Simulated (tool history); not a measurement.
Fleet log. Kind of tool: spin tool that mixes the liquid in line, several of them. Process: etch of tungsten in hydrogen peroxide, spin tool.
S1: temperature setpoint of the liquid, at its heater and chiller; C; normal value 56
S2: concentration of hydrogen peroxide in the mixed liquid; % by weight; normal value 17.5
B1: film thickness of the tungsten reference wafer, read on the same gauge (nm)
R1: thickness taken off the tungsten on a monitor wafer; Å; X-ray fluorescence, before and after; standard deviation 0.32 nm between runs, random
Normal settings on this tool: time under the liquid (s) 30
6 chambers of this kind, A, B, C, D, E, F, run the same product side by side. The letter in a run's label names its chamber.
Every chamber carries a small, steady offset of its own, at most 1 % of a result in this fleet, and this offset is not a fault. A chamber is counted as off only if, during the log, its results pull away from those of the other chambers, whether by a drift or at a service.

Run 1E, hour 6.6: usual settings; B1 69.98. Result: R1 478.11 Å.
Run 2D, hour 14: usual settings; B1 69.997. Result: R1 493.09 Å.
Run 3F, hour 18.5: usual settings; B1 69.998. Result: R1 484.09 Å.
Run 4C, hour 26.3: usual settings; B1 70.007. Result: R1 479.12 Å.
Run 5B, hour 32.6: usual settings; B1 69.994. Result: R1 483.48 Å.
At hour 34.3: chamber D: peroxide flow meter replaced.
Run 6A, hour 38.9: usual settings; B1 69.996. Result: R1 483.45 Å.
At hour 41.5: chamber F: new drum of peroxide connected.
At hour 42.9: chamber E: new drum of peroxide connected.
Run 7B, hour 46: usual settings; B1 70.007. Result: R1 478.02 Å.
Run 8D, hour 50: usual settings; B1 70.018. Result: R1 488.96 Å.
Run 9C, hour 56.7: usual settings; B1 69.985. Result: R1 483.47 Å.
At hour 60.7: chamber F: peroxide flow meter replaced.
Run 10F, hour 62.7: usual settings; B1 69.991. Result: R1 482.23 Å.
Run 11A, hour 68.5: usual settings but S1 65.5 C; B1 69.999. Result: R1 811.25 Å.
Run 12E, hour 73.5: usual settings but S1 65.5 C; B1 70.011. Result: R1 825.48 Å.
Run 13A, hour 77.4: usual settings but S1 65.5 C; B1 70.015. Result: R1 814.45 Å.
Run 14C, hour 85: usual settings but S1 65.5 C; B1 70.013. Result: R1 831.17 Å.
At hour 87.3: chamber A: new drum of peroxide connected.
Run 15B, hour 91.2: usual settings but S1 65.5 C; B1 69.989. Result: R1 844.79 Å.
Run 16F, hour 96.1: usual settings but S1 65.5 C; B1 69.99. Result: R1 812.17 Å.
Run 17D, hour 99.8: usual settings but S2 13 % by weight, time under the liquid (s) 50; B1 70.012. Result: R1 688.97 Å.
Run 18E, hour 104.1: usual settings but S2 13 % by weight, time under the liquid (s) 50; B1 70.004. Result: R1 678.57 Å.
Run 19C, hour 108.2: usual settings but S2 13 % by weight, time under the liquid (s) 50; B1 69.992. Result: R1 684.29 Å.
Run 20F, hour 114.9: usual settings but S2 13 % by weight, time under the liquid (s) 50; B1 70.008. Result: R1 697.79 Å.
Run 21B, hour 122.7: usual settings but S2 13 % by weight, time under the liquid (s) 50; B1 70. Result: R1 698.68 Å.
Run 22A, hour 126.5: usual settings but S2 13 % by weight, time under the liquid (s) 50; B1 69.976. Result: R1 682.32 Å.
Run 23D, hour 132.8: usual settings; B1 70.014. Result: R1 471.9 Å.
Run 24E, hour 136.4: usual settings; B1 70. Result: R1 479.99 Å.
Run 25A, hour 143.4: usual settings; B1 70.004. Result: R1 484.43 Å.
Run 26F, hour 148.9: usual settings; B1 69.994. Result: R1 489.35 Å.
Run 27E, hour 155.3: usual settings; B1 69.998. Result: R1 479.47 Å.
Run 28D, hour 163.2: usual settings; B1 69.973. Result: R1 459.14 Å.
Run 29C, hour 170.3: usual settings; B1 70.011. Result: R1 479.41 Å.
Run 30B, hour 174.7: usual settings; B1 70.006. Result: R1 480.8 Å.
Run 31D, hour 179.9: usual settings; B1 69.988. Result: R1 452.59 Å.
Run 32B, hour 184.1: usual settings; B1 70.009. Result: R1 482.86 Å.
Run 33C, hour 191.4: usual settings; B1 69.991. Result: R1 477.05 Å.
At hour 194.1: chamber E: peroxide flow meter replaced.
Run 34E, hour 195.6: usual settings; B1 69.983. Result: R1 478.56 Å.
Run 35A, hour 199.6: usual settings but time under the liquid (s) 40; B1 70.007. Result: R1 636.48 Å.
Run 36F, hour 204.4: usual settings but time under the liquid (s) 40; B1 70.005. Result: R1 641.61 Å.

What goes on in this fleet: one chamber off, a drifting gauge, or nothing beyond the chambers' own small offsets? Name the chamber and the cause, if any.

One chamber, D, drifts off from the rest bit by bit.
Likeliest cause: liquid colder than its thermometer reads (K) = 1.2.
The log may not tell that from: peroxide flow below the setpoint (%); temperature lost on the way to the wafer (K).

Which of the 4 candidates below, each the usual settings with something changed and its results left as question marks, puts chamber D back in line with what the other chambers give on the usual settings?
In line means no further than this from the other chambers' mean on the usual settings: R1 11 Å
Run 37D-1, hour 210.1: usual settings but S2 17 % by weight. Result: R1 ?.
Run 37D-2, hour 210.1: usual settings but S1 55 C. Result: R1 ?.
Run 37D-3, hour 210.1: usual settings but S1 57 C. Result: R1 ?.
Run 37D-4, hour 210.1: usual settings but S2 18 % by weight. Result: R1 ?.

Usual-settings mean across the other chambers: R1 480.6 Å
  run      R1
37D-1  446.59
37D-2  427.13
37D-3   480.1
37D-4  459.42
The right change is 37D-3: it brings the chamber back within the allowed miss of the others.
